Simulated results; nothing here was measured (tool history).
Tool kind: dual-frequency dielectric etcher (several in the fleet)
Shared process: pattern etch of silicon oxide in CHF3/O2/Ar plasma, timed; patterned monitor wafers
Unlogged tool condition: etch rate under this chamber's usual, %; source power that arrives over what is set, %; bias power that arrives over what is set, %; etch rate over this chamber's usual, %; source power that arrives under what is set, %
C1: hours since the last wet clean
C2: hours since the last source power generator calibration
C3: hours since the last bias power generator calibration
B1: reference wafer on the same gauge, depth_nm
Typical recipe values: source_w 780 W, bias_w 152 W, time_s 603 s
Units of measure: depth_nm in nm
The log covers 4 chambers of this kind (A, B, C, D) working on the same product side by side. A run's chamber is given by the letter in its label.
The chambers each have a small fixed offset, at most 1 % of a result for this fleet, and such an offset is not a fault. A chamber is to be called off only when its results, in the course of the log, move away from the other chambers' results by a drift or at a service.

{"hour": 3.7, "done": "chamber C: wet clean of the chamber"}
{"run": "1B", "hour": 4.9, "source_w": 780, "bias_w": 152, "time_s": 603, "C1": 537.4, "C2": 32.3, "C3": 2246.7, "B1": 999.11, "depth_nm": 1253}
{"hour": 10.7, "done": "chamber B: wet clean of the chamber"}
{"run": "2C", "hour": 13.3, "source_w": 780, "bias_w": 152, "time_s": 603, "C1": 9.7, "C2": 366.9, "C3": 2227.5, "B1": 999.93, "depth_nm": 1245.2}
{"run": "3A", "hour": 23.1, "source_w": 780, "bias_w": 152, "time_s": 603, "C1": 283.9, "C2": 346.5, "C3": 978.8, "B1": 1000.1, "depth_nm": 1237.2}
{"run": "4D", "hour": 28.0, "source_w": 780, "bias_w": 152, "time_s": 603, "C1": 331.2, "C2": 350, "C3": 50, "B1": 999.35, "depth_nm": 1249.3}
{"run": "5A", "hour": 37.9, "source_w": 780, "bias_w": 127, "time_s": 603, "C1": 298.7, "C2": 361.3, "C3": 993.6, "B1": 999.08, "depth_nm": 1168.6}
{"run": "6B", "hour": 47.5, "source_w": 780, "bias_w": 127, "time_s": 603, "C1": 36.9, "C2": 74.9, "C3": 2289.3, "B1": 1000.7, "depth_nm": 1173.9}
{"run": "7D", "hour": 55.9, "source_w": 780, "bias_w": 127, "time_s": 603, "C1": 359.1, "C2": 377.9, "C3": 77.9, "B1": 1000.3, "depth_nm": 1168.8}
{"run": "8C", "hour": 65.0, "source_w": 780, "bias_w": 127, "time_s": 603, "C1": 61.4, "C2": 418.6, "C3": 2279.2, "B1": 999.69, "depth_nm": 1169.6}
{"run": "9C", "hour": 74.5, "source_w": 780, "bias_w": 152, "time_s": 665, "C1": 70.9, "C2": 428.1, "C3": 2288.7, "B1": 999.89, "depth_nm": 1363.9}
{"run": "10A", "hour": 82.2, "source_w": 780, "bias_w": 152, "time_s": 665, "C1": 343, "C2": 405.6, "C3": 1037.9, "B1": 999.21, "depth_nm": 1376.2}
{"run": "11B", "hour": 87.8, "source_w": 780, "bias_w": 152, "time_s": 665, "C1": 77.2, "C2": 115.2, "C3": 2329.6, "B1": 1000.7, "depth_nm": 1374.9}
{"run": "12D", "hour": 96.0, "source_w": 780, "bias_w": 152, "time_s": 665, "C1": 399.2, "C2": 418, "C3": 118, "B1": 1000, "depth_nm": 1365.8}
{"run": "13B", "hour": 105.2, "source_w": 780, "bias_w": 152, "time_s": 603, "C1": 94.6, "C2": 132.6, "C3": 2347, "B1": 1000.2, "depth_nm": 1244.7}
{"run": "14C", "hour": 110.0, "source_w": 780, "bias_w": 152, "time_s": 603, "C1": 106.4, "C2": 463.6, "C3": 2324.2, "B1": 1000.1, "depth_nm": 1233.3}
{"run": "15D", "hour": 116.0, "source_w": 780, "bias_w": 152, "time_s": 603, "C1": 419.2, "C2": 438, "C3": 138, "B1": 999.48, "depth_nm": 1250.1}
{"run": "16A", "hour": 122.9, "source_w": 780, "bias_w": 152, "time_s": 603, "C1": 383.7, "C2": 446.3, "C3": 1078.6, "B1": 999.92, "depth_nm": 1240.8}
{"run": "17A", "hour": 129.4, "source_w": 780, "bias_w": 152, "time_s": 603, "C1": 390.2, "C2": 452.8, "C3": 1085.1, "B1": 999.77, "depth_nm": 1230.9}
{"run": "18D", "hour": 137.0, "source_w": 780, "bias_w": 152, "time_s": 603, "C1": 440.2, "C2": 459, "C3": 159, "B1": 999.93, "depth_nm": 1242.3}
{"run": "19B", "hour": 142.5, "source_w": 780, "bias_w": 152, "time_s": 603, "C1": 131.9, "C2": 169.9, "C3": 2384.3, "B1": 999.91, "depth_nm": 1247.7}
{"run": "20C", "hour": 148.6, "source_w": 780, "bias_w": 152, "time_s": 603, "C1": 145, "C2": 502.2, "C3": 2362.8, "B1": 999.82, "depth_nm": 1243.2}
{"run": "21B", "hour": 158.1, "source_w": 780, "bias_w": 152, "time_s": 482, "C1": 147.5, "C2": 185.5, "C3": 2399.9, "B1": 999.06, "depth_nm": 994.86}
{"run": "22C", "hour": 165.9, "source_w": 780, "bias_w": 152, "time_s": 482, "C1": 162.3, "C2": 519.5, "C3": 2380.1, "B1": 1000.2, "depth_nm": 988.6}
{"hour": 169.9, "done": "chamber D: wet clean of the chamber"}
{"run": "23D", "hour": 174.4, "source_w": 780, "bias_w": 152, "time_s": 482, "C1": 4.5, "C2": 496.4, "C3": 196.4, "B1": 1000.8, "depth_nm": 990.93}
{"run": "24A", "hour": 181.6, "source_w": 780, "bias_w": 152, "time_s": 482, "C1": 442.4, "C2": 505, "C3": 1137.3, "B1": 999.78, "depth_nm": 990.41}
{"run": "25C", "hour": 186.1, "source_w": 780, "bias_w": 152, "time_s": 603, "C1": 182.5, "C2": 539.7, "C3": 2400.3, "B1": 998.81, "depth_nm": 1238.4}
{"run": "26A", "hour": 190.8, "source_w": 780, "bias_w": 186, "time_s": 603, "C1": 451.6, "C2": 514.2, "C3": 1146.5, "B1": 1000.2, "depth_nm": 1324.9}
{"run": "27D", "hour": 197.7, "source_w": 780, "bias_w": 186, "time_s": 603, "C1": 27.8, "C2": 519.7, "C3": 219.7, "B1": 1000.3, "depth_nm": 1327.7}
{"run": "28B", "hour": 206.0, "source_w": 780, "bias_w": 186, "time_s": 603, "C1": 195.4, "C2": 233.4, "C3": 2447.8, "B1": 999.74, "depth_nm": 1333.6}
{"run": "29C", "hour": 213.3, "source_w": 780, "bias_w": 186, "time_s": 603, "C1": 209.7, "C2": 566.9, "C3": 2427.5, "B1": 1000.7, "depth_nm": 1323.3}

Each of the 4 chambers runs these same settings next. Fill in every chamber's results:
{"run": "30A", "hour": 220.4, "source_w": 860, "bias_w": 152, "time_s": 603, "depth_nm": "?"}
{"run": "30B", "hour": 220.4, "source_w": 860, "bias_w": 152, "time_s": 603, "depth_nm": "?"}
{"run": "30C", "hour": 220.4, "source_w": 860, "bias_w": 152, "time_s": 603, "depth_nm": "?"}
{"run": "30D", "hour": 220.4, "source_w": 860, "bias_w": 152, "time_s": 603, "depth_nm": "?"}

run=30A depth_nm=1289.2
run=30B depth_nm=1301.1
run=30C depth_nm=1287.4
run=30D depth_nm=1294.6
